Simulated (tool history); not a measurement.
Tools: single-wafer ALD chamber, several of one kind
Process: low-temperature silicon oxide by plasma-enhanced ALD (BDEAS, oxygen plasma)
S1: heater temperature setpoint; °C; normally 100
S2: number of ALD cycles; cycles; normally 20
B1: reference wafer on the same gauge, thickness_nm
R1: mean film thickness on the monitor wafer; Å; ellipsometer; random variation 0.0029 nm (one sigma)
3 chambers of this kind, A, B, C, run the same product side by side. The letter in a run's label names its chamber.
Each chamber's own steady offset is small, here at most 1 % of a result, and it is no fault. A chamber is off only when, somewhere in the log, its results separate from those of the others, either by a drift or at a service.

{"run": "1B", "hour": 4.8, "S1": 100, "S2": 20, "B1": 2.5503, "R1": 28.457}
{"run": "2A", "hour": 8.2, "S1": 100, "S2": 20, "B1": 2.5505, "R1": 28.383}
{"run": "3C", "hour": 12.8, "S1": 100, "S2": 20, "B1": 2.5506, "R1": 28.401}
{"run": "4C", "hour": 17.2, "S1": 100, "S2": 20, "B1": 2.5516, "R1": 28.47}
{"run": "5A", "hour": 22.8, "S1": 100, "S2": 20, "B1": 2.5516, "R1": 28.384}
{"run": "6B", "hour": 29.2, "S1": 100, "S2": 20, "B1": 2.5514, "R1": 28.449}
{"run": "7A", "hour": 35.2, "S1": 100, "S2": 20, "B1": 2.5514, "R1": 28.441}
{"run": "8C", "hour": 39.6, "S1": 113, "S2": 18, "B1": 2.5522, "R1": 24.986}
{"run": "9B", "hour": 47.2, "S1": 113, "S2": 18, "B1": 2.5522, "R1": 25.004}
{"run": "10B", "hour": 51.9, "S1": 113, "S2": 18, "B1": 2.5531, "R1": 25.029}
{"run": "11C", "hour": 58.9, "S1": 100, "S2": 20, "B1": 2.5523, "R1": 28.455}
{"run": "12A", "hour": 62.7, "S1": 100, "S2": 20, "B1": 2.5541, "R1": 28.393}
{"run": "13A", "hour": 69.0, "S1": 100, "S2": 20, "B1": 2.5539, "R1": 28.471}
{"run": "14B", "hour": 74.1, "S1": 100, "S2": 20, "B1": 2.5537, "R1": 28.492}
{"run": "15C", "hour": 80.0, "S1": 100, "S2": 20, "B1": 2.5542, "R1": 28.496}
{"run": "16B", "hour": 87.3, "S1": 100, "S2": 20, "B1": 2.5552, "R1": 28.512}
{"run": "17C", "hour": 90.9, "S1": 100, "S2": 17, "B1": 2.5538, "R1": 24.202}
{"run": "18A", "hour": 95.1, "S1": 100, "S2": 17, "B1": 2.554, "R1": 24.188}
{"run": "19C", "hour": 99.5, "S1": 100, "S2": 17, "B1": 2.5552, "R1": 24.223}
{"run": "20B", "hour": 105.3, "S1": 100, "S2": 20, "B1": 2.5554, "R1": 28.528}
{"run": "21A", "hour": 111.0, "S1": 111, "S2": 24, "B1": 2.5554, "R1": 33.418}
{"run": "22A", "hour": 114.9, "S1": 111, "S2": 24, "B1": 2.5553, "R1": 33.471}
{"run": "23C", "hour": 120.1, "S1": 111, "S2": 24, "B1": 2.5561, "R1": 33.501}
{"run": "24B", "hour": 123.5, "S1": 100, "S2": 16, "B1": 2.5563, "R1": 22.785}
{"run": "25A", "hour": 127.7, "S1": 100, "S2": 16, "B1": 2.5569, "R1": 22.743}
{"hour": 128.3, "done": "chamber C: thermocouple changed; heater temperature recalibrated"}
{"run": "26B", "hour": 133.9, "S1": 100, "S2": 16, "B1": 2.5568, "R1": 22.843}
{"run": "27C", "hour": 140.4, "S1": 100, "S2": 20, "B1": 2.5567, "R1": 28.525}
{"run": "28C", "hour": 145.9, "S1": 100, "S2": 20, "B1": 2.5574, "R1": 28.54}
{"run": "29A", "hour": 152.4, "S1": 100, "S2": 20, "B1": 2.5579, "R1": 28.454}
{"run": "30B", "hour": 158.4, "S1": 100, "S2": 20, "B1": 2.5583, "R1": 28.534}
{"run": "31B", "hour": 165.7, "S1": 100, "S2": 20, "B1": 2.5583, "R1": 28.524}
{"run": "32A", "hour": 171.7, "S1": 88, "S2": 22, "B1": 2.5591, "R1": 32.713}
{"run": "33C", "hour": 175.5, "S1": 88, "S2": 22, "B1": 2.5593, "R1": 32.724}
{"run": "34B", "hour": 182.2, "S1": 88, "S2": 22, "B1": 2.5598, "R1": 32.746}
{"run": "35A", "hour": 187.2, "S1": 100, "S2": 20, "B1": 2.56, "R1": 28.485}
{"run": "36C", "hour": 193.2, "S1": 100, "S2": 20, "B1": 2.5599, "R1": 28.519}
{"run": "37A", "hour": 196.6, "S1": 100, "S2": 20, "B1": 2.5601, "R1": 28.478}
{"run": "38C", "hour": 203.0, "S1": 100, "S2": 20, "B1": 2.5603, "R1": 28.559}

Does one chamber stand apart from the rest, does the shared gauge drift, or is all well apart from small per-chamber offsets? Give the chamber and the most likely cause, where there is one.

Every chamber seems to shift together because the gauge that measures them all drifts; the chambers themselves are fine.
Cause: gauge reads high (%) = 0.414.
